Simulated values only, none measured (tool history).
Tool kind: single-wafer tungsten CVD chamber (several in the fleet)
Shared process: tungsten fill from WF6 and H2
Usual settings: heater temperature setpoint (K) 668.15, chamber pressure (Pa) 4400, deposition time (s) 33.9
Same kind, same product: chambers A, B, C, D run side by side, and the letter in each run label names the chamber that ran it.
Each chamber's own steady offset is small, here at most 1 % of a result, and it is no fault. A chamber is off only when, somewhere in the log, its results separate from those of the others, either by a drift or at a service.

run	hour	heater temperature setpoint (K)	chamber pressure (Pa)	deposition time (s)	hours since the last thermocouple change	hours since the last manometer calibration	read-back reference wafer on the same gauge, thickness_nm	mean film thickness on the monitor wafer (nm)
1B	12.6	668.15	4400	33.9	1136.5	866.2	96.411	94.493
2D	24.0	668.15	4400	33.9	1272.2	199.6	96.412	94.293
# hour 25.6: chamber C: capacitance manometer re-zeroed and calibrated
3C	39.8	668.15	4400	33.9	2163.5	14.2	96.428	93.671
4A	55.3	668.15	4400	33.9	560.3	2424.8	96.453	93.358
5D	63.4	668.15	4400	33.9	1311.6	239.0	96.456	94.389
6A	71.9	668.15	4400	33.9	576.9	2441.4	96.471	93.196
7B	82.8	668.15	4400	28.2	1206.7	936.4	96.482	78.632
8C	97.0	668.15	4400	28.2	2220.7	71.4	96.470	77.614
9A	106.2	668.15	4400	28.2	611.2	2475.7	96.471	77.473
10C	119.9	668.15	4400	28.2	2243.6	94.3	96.502	77.853
11D	128.9	668.15	4400	33.9	1377.1	304.5	96.487	94.439
12B	144.0	668.15	4400	33.9	1267.9	997.6	96.512	94.778
13D	154.9	668.15	4400	33.9	1403.1	330.5	96.517	94.453
14B	168.0	668.15	4400	33.9	1291.9	1021.6	96.550	94.422
15C	177.7	668.15	4400	33.9	2301.4	152.1	96.533	93.683
16A	189.4	668.15	4400	33.9	694.4	2558.9	96.548	93.394
17B	201.4	668.15	4400	33.9	1325.3	1055.0	96.557	94.542
# hour 214.2: chamber C: thermocouple changed; heater temperature recalibrated
18A	215.5	668.15	4400	33.9	720.5	2585.0	96.555	93.312
19D	227.5	668.15	4400	33.9	1475.7	403.1	96.590	94.485
20C	242.6	661.15	4400	33.9	28.4	217.0	96.593	81.688
21B	252.4	661.15	4400	33.9	1376.3	1106.0	96.607	82.707
22A	266.2	661.15	4400	33.9	771.2	2635.7	96.615	81.669
23C	273.4	661.15	4400	33.9	59.2	247.8	96.632	81.615
24D	288.4	668.15	3760	28.9	1536.6	464.0	96.640	74.587
25C	301.1	668.15	3760	28.9	86.9	275.5	96.635	73.734
26B	315.3	668.15	3760	28.9	1439.2	1168.9	96.660	74.963
27D	327.5	668.15	3760	28.9	1575.7	503.1	96.673	74.769
28A	340.2	668.15	4400	33.9	845.2	2709.7	96.676	93.209
29B	354.9	668.15	4400	33.9	1478.8	1208.5	96.671	94.773
30C	363.6	668.15	3480	36.9	149.4	338.0	96.707	90.843
31D	379.9	668.15	3480	36.9	1628.1	555.5	96.718	91.990
32A	390.6	668.15	3480	36.9	895.6	2760.1	96.721	90.608
33B	405.3	668.15	3480	36.9	1529.2	1258.9	96.724	92.206
34A	416.1	662.15	3653	33.9	921.1	2785.6	96.731	76.081
35D	423.7	662.15	3653	33.9	1671.9	599.3	96.733	77.275
36C	439.2	662.15	3653	33.9	225.0	413.6	96.753	76.188
37C	455.4	662.15	3653	33.9	241.2	429.8	96.787	76.380
38B	466.9	668.15	4400	33.9	1590.8	1320.5	96.810	94.707
39D	480.4	668.15	4400	33.9	1728.6	656.0	96.804	94.699
40A	488.7	668.15	4400	33.9	993.7	2858.2	96.792	93.570

All chambers now run identical settings, listed one chamber a line with results as question marks. What results will each chamber show?
41A	500.7	668.15	4400	33.9				?
41B	500.7	668.15	4400	33.9				?
41C	500.7	668.15	4400	33.9				?
41D	500.7	668.15	4400	33.9				?

run	mean film thickness on the monitor wafer (nm)
41A	93.482
41B	94.828
41C	93.779
41D	94.660

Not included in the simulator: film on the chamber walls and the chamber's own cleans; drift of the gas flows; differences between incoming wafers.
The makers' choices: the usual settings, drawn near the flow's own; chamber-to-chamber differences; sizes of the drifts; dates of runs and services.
